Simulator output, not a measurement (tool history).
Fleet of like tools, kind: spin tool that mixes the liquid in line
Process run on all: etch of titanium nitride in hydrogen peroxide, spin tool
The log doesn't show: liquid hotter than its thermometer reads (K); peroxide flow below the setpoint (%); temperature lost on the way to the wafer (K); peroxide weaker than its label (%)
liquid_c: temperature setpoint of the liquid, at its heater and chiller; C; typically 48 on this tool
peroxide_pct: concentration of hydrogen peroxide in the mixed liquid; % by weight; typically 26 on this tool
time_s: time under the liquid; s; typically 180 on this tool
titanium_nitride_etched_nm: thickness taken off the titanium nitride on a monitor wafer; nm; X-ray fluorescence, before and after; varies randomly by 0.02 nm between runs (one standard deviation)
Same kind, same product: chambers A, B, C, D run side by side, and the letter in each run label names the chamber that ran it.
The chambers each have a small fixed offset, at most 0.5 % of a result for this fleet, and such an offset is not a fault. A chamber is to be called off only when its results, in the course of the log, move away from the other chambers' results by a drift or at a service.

run,day,liquid_c,peroxide_pct,time_s,hours since the thermometer was replaced,hours since the peroxide flow meter was replaced,hours since the heated supply line was repaired,hours since the drum of peroxide was connected,"read-back film thickness of the titanium nitride reference wafer, read on the same gauge (nm)",titanium_nitride_etched_nm
1D,0.662,48,26,180,496.6,609.8,162.8,602.1,90.048,4.1315
2A,1.112,48,26,180,1095.5,1025.3,1355.6,743.8,89.991,4.118
# day 1.204: chamber B: thermometer replaced
3C,1.633,48,26,180,244.8,619.9,563.3,794.9,89.989,4.1214
4B,2.283,48,26,180,25.9,186,114.1,104.4,90,4.1159
5B,2.804,48,26,180,38.4,198.5,126.6,116.9,89.988,4.1064
6D,3.171,48,26,180,556.8,670,223,662.3,89.983,4.1185
7C,3.475,48,26,180,289,664.1,607.5,839.1,89.992,4.07
8A,3.85,48,26,180,1161.2,1091,1421.3,809.5,90.028,4.1397
9D,4.475,48,29,75,588.1,701.3,254.3,693.6,89.998,1.752
# day 4.967: chamber A: thermometer replaced
10C,4.975,48,29,75,325,700.1,643.5,875.1,89.966,1.7271
11A,5.517,48,29,75,13.3,1131,1461.3,849.5,90.024,1.7479
12B,6.079,48,29,75,117,277.1,205.2,195.5,89.995,1.7496
13D,6.629,48,26,180,639.8,753,306,745.3,90.027,4.0936
14C,7.029,48,26,105,374.3,749.4,692.8,924.4,90.035,2.4111
15B,7.6,48,26,105,153.5,313.6,241.7,232,89.986,2.3927
16A,7.971,48,26,105,72.2,1189.9,1520.2,908.4,89.995,2.4029
17A,8.438,48,26,105,83.4,1201.1,1531.4,919.6,90.021,2.4108
18C,9.042,48,26,180,422.6,797.7,741.1,972.7,89.992,4.113
19D,9.521,48,26,180,709.2,822.4,375.4,814.7,90.006,4.1221
20B,10.162,48,26,180,215,375.1,303.2,293.5,89.995,4.0858
# day 10.308: chamber A: new drum of peroxide connected
21B,10.758,45,26,255,229.3,389.4,317.5,307.8,90.004,4.6723
22D,11.208,45,26,255,749.7,862.9,415.9,855.2,89.992,4.6775
23A,11.621,45,26,255,159.8,1277.5,1607.8,31.6,90.003,4.6639
24C,12.096,45,26,255,495.9,871,814.4,1046,90,4.6179
25A,12.517,48,26,180,181.3,1299,1629.3,53.1,90.003,4.1533
26B,12.962,48,26,180,282.2,442.3,370.4,360.7,90.011,4.0779
27D,13.542,48,26,180,805.7,918.9,471.9,911.2,89.989,4.1104
28C,14.033,48,26,180,542.4,917.5,860.9,1092.5,90.019,4.0874
# day 14.412: chamber D: new drum of peroxide connected
29C,14.412,48,26,180,551.5,926.6,870,1101.6,89.971,4.1109
30D,14.967,48,26,180,839.9,953.1,506.1,13.3,89.99,4.1005
31A,15.375,57,26,220,249.9,1367.6,1697.9,121.7,90.036,9.4544
32B,15.704,57,26,220,348,508.1,436.2,426.5,89.99,9.4687
33B,16.275,57,26,220,361.7,521.8,449.9,440.2,89.988,9.4634
34D,16.871,57,26,220,885.6,998.8,551.8,59,90.012,9.3961

One chamber off, gauge drift, or nothing amiss beyond the chambers' own small offsets? If it is a chamber, which one, and what is the likeliest cause?

Nothing is wrong: each chamber keeps only its own small, steady offset and the gauge holds still.

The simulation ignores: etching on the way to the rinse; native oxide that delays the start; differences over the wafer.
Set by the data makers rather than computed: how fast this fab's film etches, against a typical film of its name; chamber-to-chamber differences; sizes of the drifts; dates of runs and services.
